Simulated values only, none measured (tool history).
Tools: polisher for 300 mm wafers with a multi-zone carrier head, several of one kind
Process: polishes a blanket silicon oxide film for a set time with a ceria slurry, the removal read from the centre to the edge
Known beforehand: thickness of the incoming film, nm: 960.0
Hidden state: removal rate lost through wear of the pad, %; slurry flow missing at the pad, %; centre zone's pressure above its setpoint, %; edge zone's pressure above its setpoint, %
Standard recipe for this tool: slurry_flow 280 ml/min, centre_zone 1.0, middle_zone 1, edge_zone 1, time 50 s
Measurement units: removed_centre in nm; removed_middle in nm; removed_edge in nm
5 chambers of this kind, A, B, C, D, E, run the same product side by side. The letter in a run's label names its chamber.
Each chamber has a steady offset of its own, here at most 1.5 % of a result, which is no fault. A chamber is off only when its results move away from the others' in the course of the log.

run   hour  slurry_flow  centre_zone  middle_zone  edge_zone  time  wafers polished on this pad  hours since the slurry nozzle was cleaned  hours since the centre zone pressure was calibrated  hours since the edge zone pressure was calibrated  removed_centre  removed_middle  removed_edge
       3.9  -- chamber E: centre zone pressure recalibrated
 1D    4.6          280          1.0            1          1    50                          390                                      646.6                                                171.3                                              318.1          401.45          408.89        397.12
       6.9  -- chamber D: slurry nozzle cleaned
       7.9  -- chamber A: slurry nozzle cleaned
 2E   10.2          280          1.0            1          1    50                          911                                      201.3                                                  6.4                                              993.4          402.03          405.59        394.84
 3C   19.6          280          1.0            1          1    50                          492                                      702.6                                                749.5                                              446.1          399.24          404.49        399.01
 4B   27.0          280          1.0            1          1    50                         1058                                      551.5                                                138.8                                              544.4          396.86          389.29        393.03
      30.0  -- chamber C: worn pad replaced by a new one
 5A   33.2          280          1.0            1          1    50                          289                                       25.4                                                324.4                                              820.7          392.46          387.94        399.20
      35.3  -- chamber B: worn pad replaced by a new one
 6C   41.2          280          1.0            1          1    50                           91                                      724.2                                                771.1                                              467.7          395.19          396.14        388.62
      44.0  -- chamber E: worn pad replaced by a new one
 7D   50.7          280          1.0            1          1    50                          763                                       43.9                                                217.4                                              364.2          387.13          390.82        399.67
 8E   58.4          280          1.0            1          1    50                          116                                      249.5                                                 54.6                                             1041.6          403.77          395.43        392.56
 9B   66.5          280          1.0            1          1    50                          253                                      591.0                                                178.3                                              583.9          393.96          395.84        401.53
10A   70.8          280          1.0            1          1    50                          593                                       63.0                                                362.0                                              858.3          391.99          405.43        398.26
11C   79.1          280          1.0            1          1    50                          397                                      762.1                                                809.0                                              505.6          395.33          391.62        395.64
      87.4  -- chamber B: slurry nozzle cleaned
12E   87.5          280          1.0            1          1    50                          352                                      278.6                                                 83.7                                             1070.7          403.25          387.35        396.46
      93.9  -- chamber C: slurry nozzle cleaned
13A   95.6          280          0.9            1          1    50                          794                                       87.8                                                386.8                                              883.1          353.57          408.97        404.17
14D  100.2          280          0.9            1          1    50                         1164                                       93.4                                                266.9                                              413.7          339.76          380.49        381.82
     104.3  -- chamber A: worn pad replaced by a new one
     107.9  -- chamber E: edge zone pressure recalibrated
15B  109.1          280          0.9            1          1    50                          597                                       21.7                                                220.9                                              626.5          350.66          402.33        392.17
     115.2  -- chamber C: worn pad replaced by a new one
16E  116.3          280          0.9            1          1    50                          585                                      307.4                                                112.5                                                8.4          350.00          389.24        402.15
17B  122.2          280          0.9            1          1    50                          703                                       34.8                                                234.0                                              639.6          355.05          396.46        391.03
18A  128.8          280          1.0            1          1    50                          198                                      121.0                                                420.0                                              916.3          400.82          397.40        400.49
     131.1  -- chamber A: edge zone pressure recalibrated
     131.2  -- chamber E: slurry nozzle cleaned
19D  134.8          280          1.0            1          1    50                         1443                                      128.0                                                301.5                                              448.3          385.54          387.35        373.65
20C  140.3          280          1.0            1          1    50                          203                                       46.5                                                870.2                                              566.8          400.42          386.75        389.03
21D  145.8          280          1.0            1          1    50                         1532                                      139.0                                                312.5                                              459.3          381.72          382.20        373.45
22C  154.3          280          1.0            1          1    50                          316                                       60.5                                                884.2                                              580.8          403.16          391.31        393.79
23B  163.3          280          1.0            1          1    50                         1035                                       75.9                                                275.1                                              680.7          397.39          397.91        388.35
24A  170.6          280          1.0            1          1    50                          537                                      162.8                                                461.8                                               39.6          401.68          394.48        401.78
     172.8  -- chamber B: worn pad replaced by a new one
25E  174.9          280          1.0            1          1    50                         1059                                       43.8                                                171.1                                               67.0          401.98          401.17        397.30
26B  183.5          280          1.0            1          1    50                           86                                       96.1                                                295.3                                              700.9          399.67          386.24        388.98
     187.5  -- chamber C: worn pad replaced by a new one
27E  189.4          280          1.0            1          1    50                         1176                                       58.3                                                185.6                                               81.5          394.88          394.94        396.74
28D  195.1          280          1.0            1          1    50                         1931                                      188.3                                                361.8                                              508.6          378.18          376.11        370.56
29C  199.7          280          1.0            1          1    50                           98                                      105.9                                                929.6                                              626.2          403.28          402.70        387.10
     200.0  -- chamber A: worn pad replaced by a new one
     203.3  -- chamber E: worn pad replaced by a new one
30A  207.1          280          1.0            1          1    50                           58                                      199.3                                                498.3                                               76.1          391.57          393.58        403.15
31C  215.2          280          1.0            1          1    50                          224                                      121.4                                                945.1                                              641.7          396.78          397.40        386.42
32E  224.0          280          1.0            1          1    50                          167                                       92.9                                                220.2                                              116.1          401.55          389.81        390.91
33D  233.1          280          1.0            1          1    50                         2238                                      226.3                                                399.8                                              546.6          367.51          364.71        362.38
34B  241.6          280          1.0            1          1    50                          556                                      154.2                                                353.4                                              759.0          397.15          397.25        396.59
35A  249.7          280          1.0            1          1    50                          402                                      241.9                                                540.9                                              118.7          392.44          398.70        398.89
36E  256.3          280          1.0            1          1    50                          428                                      125.2                                                252.5                                              148.4          399.98          399.71        390.56
     259.5  -- chamber C: worn pad replaced by a new one
37A  262.6          280          1.0            1          1    50                          506                                      254.8                                                553.8                                              131.6          393.22          403.01        394.29
38C  270.3          280          1.0            1          1    50                           87                                      176.5                                               1000.2                                              696.8          397.41          390.81        389.78

One chamber off, gauge drift, or nothing amiss beyond the chambers' own small offsets? If it is a chamber, which one, and what is the likeliest cause?

Chamber D drifts away from the others.
What lies behind it: removal rate lost through wear of the pad, % = 9.74.

Below are 4 candidate recipes for chamber D's next run, each the usual settings with a change, their results shown as question marks. Which of them brings D's results back in line with what the other chambers give on the usual settings?
In-line tolerance around the mean of the other chambers on the usual settings: removed_centre 13.00 nm; removed_middle 20.00 nm; removed_edge 13.00 nm
39D-1  277.3          280         1.00         1.01       0.99    45                                                                                                                                                                                               ?               ?             ?
39D-2  277.3          280         1.01         1.01       0.99    43                                                                                                                                                                                               ?               ?             ?
39D-3  277.3          280         1.00         0.99       1.02    58                                                                                                                                                                                               ?               ?             ?
39D-4  277.3          280         1.00         0.99       1.01    55                                                                                                                                                                                               ?               ?             ?

Average result of the remaining chambers running the usual settings: removed_centre 396.14 nm; removed_middle 395.48 nm; removed_edge 394.75 nm
  run  removed_centre  removed_middle  removed_edge
39D-1          325.61          326.59        318.68
39D-2          314.50          312.06        304.52
39D-3          419.61          413.38        417.33
39D-4          397.91          392.01        393.71
39D-4 is the one that brings the chamber's results back in line with the other chambers.
